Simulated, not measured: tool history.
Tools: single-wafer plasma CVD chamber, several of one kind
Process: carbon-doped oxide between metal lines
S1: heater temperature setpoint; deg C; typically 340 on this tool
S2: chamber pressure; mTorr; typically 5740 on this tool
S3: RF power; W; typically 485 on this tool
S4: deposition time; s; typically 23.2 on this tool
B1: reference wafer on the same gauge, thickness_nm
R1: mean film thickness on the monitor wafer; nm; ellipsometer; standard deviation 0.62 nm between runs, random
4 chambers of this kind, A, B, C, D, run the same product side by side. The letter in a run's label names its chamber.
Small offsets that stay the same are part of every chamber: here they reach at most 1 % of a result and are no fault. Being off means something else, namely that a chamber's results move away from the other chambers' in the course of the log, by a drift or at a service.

run,hour,S1,S2,S3,S4,B1,R1
1D,4.3,340,5740,485,23.2,137.09,122.58
2B,8.7,340,5740,485,23.2,137.05,121.75
3A,15.8,340,5740,485,23.2,136.98,120.38
4C,19.4,340,5740,485,23.2,137,122.64
5D,26.3,340,5740,415,23.2,136.99,109.1
6C,30.9,340,5740,415,23.2,137.01,109.94
7B,37,340,5740,415,23.2,136.85,110.28
8A,41.2,340,5740,415,23.2,136.97,110.02
9A,47.3,340,5740,485,23.2,137.01,120.63
10B,50.8,340,5740,485,23.2,136.89,120.76
11C,56.3,340,5740,485,23.2,136.94,121.89
12D,61,340,5740,485,23.2,136.97,121.81
13A,64.3,340,5740,485,23.2,136.99,120.86
14B,67.9,340,5740,485,23.2,136.83,120.75
15C,75.2,340,5740,485,23.2,137.1,123.73
16D,82.7,340,5740,485,23.2,137.02,121.93
17B,90.2,340,5740,485,23.2,136.88,121.23
18D,97.3,340,5740,485,23.2,136.97,120.68
19A,102.2,340,5740,485,23.2,136.84,121.35
20C,107.4,340,5740,485,23.2,137.03,122.79
21D,112.3,340,5740,485,23.2,137.1,122.28
22B,117.6,340,5740,485,23.2,137.06,122.09
23C,122.8,340,5740,485,23.2,137.12,121.6
24A,128.3,332,5740,485,23.2,137.11,124.81
25D,135.6,332,5740,485,23.2,136.8,126
26C,139.3,332,5740,485,23.2,137.02,125.82
27A,142.9,332,5740,485,23.2,137.01,123.59
28B,146.4,340,5740,485,23.2,137.12,121.92
29A,150.2,340,5740,485,23.2,136.79,121.07
30C,153.6,340,5170,425,23.2,136.84,111.55
31B,161.1,340,5170,425,23.2,136.86,109.08
32D,165.8,340,5170,425,23.2,137.11,110.32

All chambers now run identical settings, listed one chamber a line with results as question marks. What results will each chamber show?
33A,171.2,354,5740,485,23.2,,?
33B,171.2,354,5740,485,23.2,,?
33C,171.2,354,5740,485,23.2,,?
33D,171.2,354,5740,485,23.2,,?

run,R1
33A,116.36
33B,116.37
33C,117.55
33D,116.24
